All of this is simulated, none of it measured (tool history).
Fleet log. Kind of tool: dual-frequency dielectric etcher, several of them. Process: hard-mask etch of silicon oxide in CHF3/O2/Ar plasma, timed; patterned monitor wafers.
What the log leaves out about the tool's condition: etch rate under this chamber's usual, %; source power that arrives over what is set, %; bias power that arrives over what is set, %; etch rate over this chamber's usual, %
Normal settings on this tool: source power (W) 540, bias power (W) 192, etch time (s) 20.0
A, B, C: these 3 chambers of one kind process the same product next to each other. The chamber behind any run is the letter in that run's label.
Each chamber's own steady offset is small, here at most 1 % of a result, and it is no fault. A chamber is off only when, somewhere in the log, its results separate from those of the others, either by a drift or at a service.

run,hour,source power (W),bias power (W),etch time (s),hours since the last wet clean,hours since the last source power generator calibration,hours since the last bias power generator calibration,"read-back reference wafer on the same gauge, depth_nm",mean etch depth across the wafer (angstrom)
1A,9.2,540,192,20.0,190.1,878.7,1753.2,39.660,384.40
2C,18.0,540,192,20.0,285.7,2887.9,666.9,39.784,388.22
3B,31.9,540,192,20.0,320.0,591.1,1255.9,39.683,384.50
4A,39.8,540,192,20.0,220.7,909.3,1783.8,39.740,383.99
5B,55.4,540,192,20.0,343.5,614.6,1279.4,39.716,387.37
6C,68.9,540,192,20.0,336.6,2938.8,717.8,39.766,387.66
7B,76.2,540,192,20.0,364.3,635.4,1300.2,39.654,388.37
8A,91.1,540,192,20.0,272.0,960.6,1835.1,39.686,384.93
9C,101.6,540,192,20.0,369.3,2971.5,750.5,39.704,390.13
10B,109.9,480,192,18.0,398.0,669.1,1333.9,39.775,335.87
11C,119.1,480,192,18.0,386.8,2989.0,768.0,39.725,333.63
12A,133.2,480,192,18.0,314.1,1002.7,1877.2,39.655,330.63
13A,141.4,540,192,20.0,322.3,1010.9,1885.4,39.698,383.73
14C,154.1,540,192,20.0,421.8,3024.0,803.0,39.646,392.00
15B,168.9,540,192,20.0,457.0,728.1,1392.9,39.673,390.56
16A,181.1,540,192,20.0,362.0,1050.6,1925.1,39.663,383.29
17C,193.7,540,192,20.0,461.4,3063.6,842.6,39.670,388.91
18B,202.7,540,192,20.0,490.8,761.9,1426.7,39.692,383.34
19C,210.6,540,192,20.0,478.3,3080.5,859.5,39.698,389.73
# hour 219.2: chamber C: source power generator calibrated
20B,222.4,540,192,20.0,510.5,781.6,1446.4,39.679,389.90
# hour 232.5: chamber B: wet clean of the chamber
21A,236.4,540,224,20.0,417.3,1105.9,1980.4,39.664,402.60
# hour 239.6: chamber A: wet clean of the chamber
22B,246.2,540,224,20.0,13.7,805.4,1470.2,39.667,408.11
23C,256.6,540,224,20.0,524.3,37.5,905.5,39.677,406.73
24A,268.2,540,192,20.0,28.6,1137.7,2012.2,39.713,382.65
25B,280.0,540,192,20.0,47.5,839.2,1504.0,39.626,385.56
26C,289.7,540,192,20.0,557.4,70.6,938.6,39.722,391.18
27A,297.9,540,192,17.5,58.3,1167.4,2041.9,39.684,338.18
# hour 304.8: chamber C: wet clean of the chamber
28A,312.1,540,192,17.5,72.5,1181.6,2056.1,39.663,334.65
29B,323.7,540,192,17.5,91.2,882.9,1547.7,39.707,338.31
30C,339.3,540,192,20.0,34.5,120.2,988.2,39.723,386.50
31B,353.8,540,192,20.0,121.3,913.0,1577.8,39.659,381.75
32A,367.9,540,192,20.0,128.3,1237.4,2111.9,39.751,387.54
33C,382.8,540,192,20.0,78.0,163.7,1031.7,39.700,386.82
34C,397.9,540,192,20.0,93.1,178.8,1046.8,39.647,389.04
35A,410.2,540,192,20.0,170.6,1279.7,2154.2,39.740,386.27

Which is it: a chamber that has drifted or been left off by a service, a gauge drift common to all chambers, or only each chamber's usual small offset? If a chamber is off, name it and its likeliest cause.

No chamber stands off beyond its own small offset, and the gauge holds steady.
